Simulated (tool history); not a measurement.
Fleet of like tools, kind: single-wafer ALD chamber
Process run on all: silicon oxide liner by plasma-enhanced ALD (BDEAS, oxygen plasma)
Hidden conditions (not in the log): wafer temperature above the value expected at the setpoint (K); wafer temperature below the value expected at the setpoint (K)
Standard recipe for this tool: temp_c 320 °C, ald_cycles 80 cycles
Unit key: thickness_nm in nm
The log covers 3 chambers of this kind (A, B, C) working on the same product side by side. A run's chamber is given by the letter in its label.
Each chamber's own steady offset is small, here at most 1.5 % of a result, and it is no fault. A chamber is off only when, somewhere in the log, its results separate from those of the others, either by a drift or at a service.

run   hour  temp_c  ald_cycles  hours since the last thermocouple change  read-back reference wafer on the same gauge, thickness_nm  thickness_nm
 1C    5.7     320          80                                    1315.1                                                     8.4485         7.127
 2A   13.1     320          80                                     262.2                                                     8.4408        7.1922
 3B     21     320          80                                     622.2                                                     8.4479        7.2247
 4A   25.8     320          80                                     274.9                                                     8.4522        7.1838
 5B   32.2     320          80                                     633.4                                                     8.4537        7.2106
 6C   41.2     320          80                                    1350.6                                                       8.45        7.1359
 7C   45.5     320          73                                    1354.9                                                     8.4501        6.5498
 8B   53.6     320          73                                     654.8                                                     8.4509        6.5756
 9A   58.4     320          73                                     307.5                                                     8.4498        6.5237
10A   67.6     320          80                                     316.7                                                     8.4536        7.1505
11C   75.7     320          80                                    1385.1                                                     8.4482        7.1306
12B   82.3     320          80                                     683.5                                                     8.4486        7.1857
13C   86.5     320          80                                    1395.9                                                     8.4538        7.1789
14A   93.4     320          80                                     342.5                                                     8.4501        7.1978
15B  102.2     320          80                                     703.4                                                       8.45        7.2165
16B  111.3     320          80                                     712.5                                                      8.451        7.2273
17A  119.3     320          80                                     368.4                                                     8.4473         7.176
18C  128.6     320          80                                      1438                                                     8.4431        7.1605
19C  135.3     320          80                                    1444.7                                                     8.4533        7.1891
20B  142.9     320          80                                     744.1                                                     8.4454        7.2211
21A  150.4     312          80                                     399.5                                                     8.4426        7.2702
22C  156.8     312          80                                    1466.2                                                     8.4454        7.1806
23B  161.4     312          80                                     762.6                                                     8.4521        7.2817
24A  167.4     310          80                                     416.5                                                     8.4502         7.292
25B  175.4     310          80                                     776.6                                                     8.4508        7.3316
26A  183.5     310          80                                     432.6                                                     8.4513        7.2419
27C  188.1     320          80                                    1497.5                                                     8.4492        7.1276
28B    196     320          95                                     797.2                                                     8.4479         8.566
29A  200.5     320          95                                     449.6                                                     8.4464        8.5738
30C  207.3     320          95                                    1516.7                                                     8.4518        8.4741
31A    212     320          80                                     461.1                                                     8.4511         7.169
32B  216.9     320          80                                     818.1                                                     8.4492        7.2291
33C  222.3     320          80                                    1531.7                                                     8.4473        7.1403
34A  228.1     320          80                                     477.2                                                      8.456        7.1389
35B    235     320          80                                     836.2                                                     8.4544        7.2093
36C    241     320          80                                    1550.4                                                     8.4512        7.1865
37C  248.1     320          80                                    1557.5                                                     8.4478        7.1423
38B  256.4     314          69                                     857.6                                                      8.454        6.2903
39A  262.8     314          69                                     511.9                                                     8.4531        6.2335
40C  272.1     314          69                                    1581.5                                                     8.4428         6.239
41B    279     320          80                                     880.2                                                     8.4514        7.2409

What goes on in this fleet: one chamber off, a drifting gauge, or nothing beyond the chambers' own small offsets? Name the chamber and the cause, if any.

All chambers stay in line apart from their small fixed offsets, and the gauge does not drift.
